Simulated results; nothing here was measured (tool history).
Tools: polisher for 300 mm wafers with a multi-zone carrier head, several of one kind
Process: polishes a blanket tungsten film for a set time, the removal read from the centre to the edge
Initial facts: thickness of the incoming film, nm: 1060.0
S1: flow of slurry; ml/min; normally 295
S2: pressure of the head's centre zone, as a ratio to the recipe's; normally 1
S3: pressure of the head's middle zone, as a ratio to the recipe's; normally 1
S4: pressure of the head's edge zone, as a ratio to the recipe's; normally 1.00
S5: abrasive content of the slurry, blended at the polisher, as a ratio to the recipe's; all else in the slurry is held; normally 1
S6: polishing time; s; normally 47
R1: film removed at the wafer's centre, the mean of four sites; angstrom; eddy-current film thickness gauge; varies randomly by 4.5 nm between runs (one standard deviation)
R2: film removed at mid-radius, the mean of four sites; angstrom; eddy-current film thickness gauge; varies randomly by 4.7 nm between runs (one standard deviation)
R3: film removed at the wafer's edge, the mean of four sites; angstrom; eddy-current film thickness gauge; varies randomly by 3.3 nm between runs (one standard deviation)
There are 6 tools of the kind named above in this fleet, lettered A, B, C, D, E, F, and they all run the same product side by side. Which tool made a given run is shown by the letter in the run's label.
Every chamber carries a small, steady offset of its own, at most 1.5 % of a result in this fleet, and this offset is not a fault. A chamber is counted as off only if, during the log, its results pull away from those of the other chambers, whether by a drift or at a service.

-- hour=0.6 chamber F: edge zone pressure recalibrated
run 1D hour=2.8 | S1=295 S2=1 S3=1 S4=1.00 S5=1 S6=47 | R1=3222.9 R2=3329.1 R3=3265.1
run 2B hour=7.6 | S1=295 S2=1 S3=1 S4=1.00 S5=1 S6=47 | R1=3286.3 R2=3329.9 R3=3325.6
-- hour=7.8 chamber D: edge zone pressure recalibrated
-- hour=8.6 chamber F: worn pad replaced by a new one
-- hour=9.8 chamber E: centre zone pressure recalibrated
run 3C hour=12.7 | S1=295 S2=1 S3=1 S4=1.00 S5=1 S6=47 | R1=3330.1 R2=3329.1 R3=3378.5
run 4F hour=17.6 | S1=295 S2=1 S3=1 S4=1.00 S5=1 S6=47 | R1=3326.1 R2=3347.9 R3=3279.7
run 5E hour=23.2 | S1=295 S2=1 S3=1 S4=1.00 S5=1 S6=47 | R1=3248.1 R2=3284.7 R3=3340.9
-- hour=27.3 chamber C: worn pad replaced by a new one
run 6A hour=28.2 | S1=295 S2=1 S3=1 S4=1.00 S5=1 S6=47 | R1=3280.9 R2=3316.2 R3=3333.8
-- hour=29.5 chamber B: worn pad replaced by a new one
run 7E hour=32.8 | S1=295 S2=1 S3=1 S4=1.00 S5=1 S6=47 | R1=3321.6 R2=3435.5 R3=3316.7
run 8B hour=38.2 | S1=295 S2=1 S3=1 S4=1.00 S5=1 S6=47 | R1=3362.8 R2=3341.5 R3=3348.4
-- hour=42.6 chamber E: worn pad replaced by a new one
run 9A hour=43.6 | S1=380 S2=1 S3=1 S4=1.00 S5=1 S6=47 | R1=3481.0 R2=3367.7 R3=3360.5
run 10D hour=46.4 | S1=380 S2=1 S3=1 S4=1.00 S5=1 S6=47 | R1=3357.1 R2=3367.6 R3=3382.8
-- hour=49.1 chamber F: worn pad replaced by a new one
run 11C hour=51.1 | S1=380 S2=1 S3=1 S4=1.00 S5=1 S6=47 | R1=3421.4 R2=3365.9 R3=3357.6
run 12F hour=55.0 | S1=380 S2=1 S3=1 S4=1.00 S5=1 S6=47 | R1=3421.4 R2=3371.3 R3=3412.3
run 13A hour=59.1 | S1=380 S2=1 S3=1 S4=1.00 S5=1 S6=47 | R1=3414.1 R2=3345.1 R3=3398.5
-- hour=60.8 chamber C: worn pad replaced by a new one
run 14E hour=62.4 | S1=380 S2=1 S3=1 S4=1.00 S5=1 S6=47 | R1=3391.1 R2=3353.9 R3=3353.8
-- hour=63.0 chamber A: worn pad replaced by a new one
-- hour=65.6 chamber D: worn pad replaced by a new one
run 15F hour=66.8 | S1=295 S2=1 S3=1 S4=1.00 S5=1 S6=47 | R1=3340.4 R2=3281.2 R3=3360.6
-- hour=69.3 chamber B: worn pad replaced by a new one
run 16C hour=72.1 | S1=295 S2=1 S3=1 S4=1.00 S5=1 S6=47 | R1=3376.4 R2=3286.4 R3=3370.0
run 17D hour=77.8 | S1=295 S2=1 S3=1 S4=1.00 S5=1 S6=47 | R1=3330.9 R2=3271.1 R3=3256.9
run 18B hour=83.1 | S1=295 S2=1 S3=1 S4=1.00 S5=1 S6=47 | R1=3283.9 R2=3357.7 R3=3307.3
run 19F hour=87.3 | S1=295 S2=1 S3=1 S4=0.96 S5=1 S6=47 | R1=3330.3 R2=3248.8 R3=3215.9
-- hour=87.6 chamber E: worn pad replaced by a new one
-- hour=89.5 chamber F: worn pad replaced by a new one
run 20C hour=92.1 | S1=295 S2=1 S3=1 S4=0.96 S5=1 S6=47 | R1=3304.0 R2=3286.2 R3=3277.1
run 21D hour=95.4 | S1=295 S2=1 S3=1 S4=0.96 S5=1 S6=47 | R1=3396.5 R2=3266.1 R3=3225.1
-- hour=98.8 chamber C: worn pad replaced by a new one
run 22A hour=99.0 | S1=295 S2=1 S3=1 S4=0.96 S5=1 S6=47 | R1=3144.8 R2=3354.1 R3=3290.1
run 23B hour=103.7 | S1=295 S2=1 S3=1 S4=0.96 S5=1 S6=47 | R1=3218.6 R2=3362.1 R3=3221.1
run 24E hour=107.5 | S1=295 S2=1 S3=1 S4=0.96 S5=1 S6=47 | R1=3267.8 R2=3324.1 R3=3229.8
-- hour=111.3 chamber B: worn pad replaced by a new one
run 25D hour=112.0 | S1=295 S2=1 S3=1 S4=1.00 S5=1 S6=47 | R1=3295.5 R2=3288.5 R3=3292.6
run 26E hour=116.5 | S1=295 S2=1 S3=1 S4=1.00 S5=1 S6=47 | R1=3386.1 R2=3361.4 R3=3325.8
run 27C hour=120.3 | S1=295 S2=1 S3=1 S4=1.00 S5=1 S6=47 | R1=3369.2 R2=3317.6 R3=3278.9
run 28B hour=123.9 | S1=295 S2=1 S3=1 S4=1.00 S5=1 S6=47 | R1=3231.2 R2=3384.8 R3=3337.8
-- hour=125.4 chamber F: slurry nozzle cleaned
run 29A hour=126.6 | S1=295 S2=1 S3=1 S4=1.00 S5=1 S6=47 | R1=3182.9 R2=3332.7 R3=3269.4
-- hour=128.6 chamber F: worn pad replaced by a new one
run 30F hour=131.0 | S1=295 S2=1 S3=1 S4=1.00 S5=1 S6=47 | R1=3299.6 R2=3316.8 R3=3300.1
-- hour=133.9 chamber E: worn pad replaced by a new one
run 31A hour=134.2 | S1=295 S2=1 S3=1 S4=1.00 S5=1 S6=57 | R1=3679.8 R2=4050.2 R3=4034.2
-- hour=135.6 chamber C: worn pad replaced by a new one
-- hour=137.8 chamber C: edge zone pressure recalibrated
run 32C hour=140.2 | S1=295 S2=1 S3=1 S4=1.00 S5=1 S6=57 | R1=4142.7 R2=3959.7 R3=4058.5
run 33D hour=144.0 | S1=295 S2=1 S3=1 S4=1.00 S5=1 S6=57 | R1=3864.4 R2=4007.4 R3=4009.9
run 34E hour=148.2 | S1=295 S2=1 S3=1 S4=1.00 S5=1 S6=57 | R1=4007.0 R2=3990.5 R3=3978.6
-- hour=153.4 chamber B: worn pad replaced by a new one
run 35F hour=153.8 | S1=295 S2=1 S3=1 S4=1.00 S5=1 S6=57 | R1=3976.2 R2=4035.3 R3=3978.8
run 36B hour=156.6 | S1=295 S2=1 S3=1 S4=1.00 S5=1 S6=57 | R1=3951.4 R2=4092.4 R3=4051.4
run 37B hour=159.2 | S1=295 S2=1 S3=1 S4=1.00 S5=1 S6=47 | R1=3256.7 R2=3365.6 R3=3335.5

Predict what each chamber gives when all 6 of them run the settings below next.
run 38A hour=163.5 | S1=385 S2=1 S3=1 S4=1.00 S5=1 S6=47 | R1=? R2=? R3=?
run 38B hour=163.5 | S1=385 S2=1 S3=1 S4=1.00 S5=1 S6=47 | R1=? R2=? R3=?
run 38C hour=163.5 | S1=385 S2=1 S3=1 S4=1.00 S5=1 S6=47 | R1=? R2=? R3=?
run 38D hour=163.5 | S1=385 S2=1 S3=1 S4=1.00 S5=1 S6=47 | R1=? R2=? R3=?
run 38E hour=163.5 | S1=385 S2=1 S3=1 S4=1.00 S5=1 S6=47 | R1=? R2=? R3=?
run 38F hour=163.5 | S1=385 S2=1 S3=1 S4=1.00 S5=1 S6=47 | R1=? R2=? R3=?

run=38A R1=3010.3 R2=3329.6 R3=3359.0
run=38B R1=3329.7 R2=3405.4 R3=3366.7
run=38C R1=3509.9 R2=3409.2 R3=3386.7
run=38D R1=3393.4 R2=3375.9 R3=3371.0
run=38E R1=3329.3 R2=3304.6 R3=3362.9
run=38F R1=3421.8 R2=3358.4 R3=3435.0
